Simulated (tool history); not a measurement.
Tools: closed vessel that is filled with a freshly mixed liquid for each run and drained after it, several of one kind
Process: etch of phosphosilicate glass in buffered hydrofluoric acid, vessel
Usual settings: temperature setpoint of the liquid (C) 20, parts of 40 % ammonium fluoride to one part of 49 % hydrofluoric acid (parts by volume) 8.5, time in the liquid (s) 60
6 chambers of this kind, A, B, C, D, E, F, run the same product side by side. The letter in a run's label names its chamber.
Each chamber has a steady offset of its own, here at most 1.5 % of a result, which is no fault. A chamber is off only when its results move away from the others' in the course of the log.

run   hour  temperature setpoint of the liquid (C)  parts of 40 % ammonium fluoride to one part of 49 % hydrofluoric acid (parts by volume)  time in the liquid (s)  hours since the thermometer was replaced  hours since the hydrofluoric acid flow meter was replaced  read-back film thickness of the phosphosilicate glass reference wafer, read on the same gauge (nm)  thickness taken off the phosphosilicate glass on a monitor wafer (nm)
 1F   10.8                                      20                                                                                      8.5                      60                                    1219.6                                                     1011.9                                                                                              109.96                                                                 207.44
 2C   21.3                                      20                                                                                      8.5                      60                                     824.2                                                     1397.5                                                                                              109.97                                                                 203.58
 3A   26.7                                      20                                                                                      8.5                      60                                     424.3                                                      369.8                                                                                              109.97                                                                 205.32
      28.1  -- chamber E: hydrofluoric acid flow meter replaced
 4D   35.1                                      20                                                                                      8.5                      60                                     404.0                                                      522.9                                                                                              110.00                                                                 204.50
 5E   42.5                                      20                                                                                      5.5                      90                                    1728.9                                                       14.5                                                                                              110.02                                                                 468.58
 6B   53.7                                      20                                                                                      5.5                      90                                    1344.8                                                      357.0                                                                                              110.01                                                                 467.38
 7B   63.9                                      20                                                                                      5.5                      90                                    1355.0                                                      367.2                                                                                              109.99                                                                 466.47
 8C   69.5                                      20                                                                                      5.5                      90                                     872.4                                                     1445.7                                                                                              109.96                                                                 470.83
 9D   74.5                                      20                                                                                      5.5                      90                                     443.4                                                      562.3                                                                                              110.00                                                                 472.97
10A   80.9                                      20                                                                                      5.5                      90                                     478.5                                                      424.0                                                                                              110.03                                                                 469.53
11E   87.8                                      20                                                                                      8.5                      60                                    1774.2                                                       59.8                                                                                              110.01                                                                 205.22
12F   92.7                                      20                                                                                     11.0                      70                                    1301.5                                                     1093.8                                                                                              110.03                                                                 188.95
13F  101.0                                      20                                                                                     11.0                      70                                    1309.8                                                     1102.1                                                                                              110.02                                                                 192.84
14A  106.0                                      20                                                                                     11.0                      70                                     503.6                                                      449.1                                                                                              109.98                                                                 197.63
15B  112.8                                      20                                                                                     11.0                      70                                    1403.9                                                      416.1                                                                                              110.04                                                                 193.84
16D  120.5                                      20                                                                                     11.0                      70                                     489.4                                                      608.3                                                                                              110.02                                                                 194.02
17E  129.2                                      20                                                                                     11.0                      70                                    1815.6                                                      101.2                                                                                              110.02                                                                 192.50
18C  139.4                                      20                                                                                      8.5                      60                                     942.3                                                     1515.6                                                                                              110.00                                                                 204.18
19D  149.3                                      20                                                                                      8.5                      80                                     518.2                                                      637.1                                                                                              109.99                                                                 274.44
20C  160.4                                      20                                                                                      8.5                      80                                     963.3                                                     1536.6                                                                                              110.05                                                                 271.54
21E  165.8                                      20                                                                                      8.5                      80                                    1852.2                                                      137.8                                                                                              110.01                                                                 272.79
22F  173.2                                      20                                                                                      8.5                      80                                    1382.0                                                     1174.3                                                                                              110.03                                                                 275.06
23A  178.1                                      20                                                                                      8.5                      80                                     575.7                                                      521.2                                                                                              110.00                                                                 292.50
24B  185.7                                      20                                                                                      8.5                      80                                    1476.8                                                      489.0                                                                                              110.01                                                                 278.43
25B  191.5                                      20                                                                                      8.5                      60                                    1482.6                                                      494.8                                                                                              110.02                                                                 211.45
26F  201.0                                      18                                                                                     10.5                      60                                    1409.8                                                     1202.1                                                                                              110.00                                                                 154.95
27D  208.2                                      18                                                                                     10.5                      60                                     577.1                                                      696.0                                                                                              110.01                                                                 158.46
28A  215.1                                      18                                                                                     10.5                      60                                     612.7                                                      558.2                                                                                              109.96                                                                 165.32
29C  222.1                                      18                                                                                     10.5                      60                                    1025.0                                                     1598.3                                                                                              110.00                                                                 153.05
30E  230.6                                      18                                                                                     10.5                      60                                    1917.0                                                      202.6                                                                                              109.98                                                                 152.98
31D  237.2                                      18                                                                                     10.5                      60                                     606.1                                                      725.0                                                                                              109.98                                                                 154.22
32F  247.2                                      20                                                                                      8.5                      60                                    1456.0                                                     1248.3                                                                                              110.02                                                                 205.21
33B  254.5                                      20                                                                                      8.5                      60                                    1545.6                                                      557.8                                                                                              109.99                                                                 205.80
34A  263.8                                      20                                                                                      8.5                      60                                     661.4                                                      606.9                                                                                              110.01                                                                 224.24
35C  273.7                                      20                                                                                      8.5                      60                                    1076.6                                                     1649.9                                                                                              110.01                                                                 203.12
36E  284.0                                      20                                                                                      8.5                      60                                    1970.4                                                      256.0                                                                                              110.00                                                                 202.95
37B  295.1                                      20                                                                                      8.5                      60                                    1586.2                                                      598.4                                                                                              110.01                                                                 208.62
38E  299.9                                      20                                                                                      8.5                      60                                    1986.3                                                      271.9                                                                                              110.00                                                                 206.60

Next, every chamber runs the same settings. What will each give?
39A  308.0                                      20                                                                                      8.5                      40                                                                                                                                                                                                                                                                               ?
39B  308.0                                      20                                                                                      8.5                      40                                                                                                                                                                                                                                                                               ?
39C  308.0                                      20                                                                                      8.5                      40                                                                                                                                                                                                                                                                               ?
39D  308.0                                      20                                                                                      8.5                      40                                                                                                                                                                                                                                                                               ?
39E  308.0                                      20                                                                                      8.5                      40                                                                                                                                                                                                                                                                               ?
39F  308.0                                      20                                                                                      8.5                      40                                                                                                                                                                                                                                                                               ?

run  thickness taken off the phosphosilicate glass on a monitor wafer (nm)
39A                                                                 155.67
39B                                                                 139.60
39C                                                                 135.64
39D                                                                 136.26
39E                                                                 135.21
39F                                                                 136.37
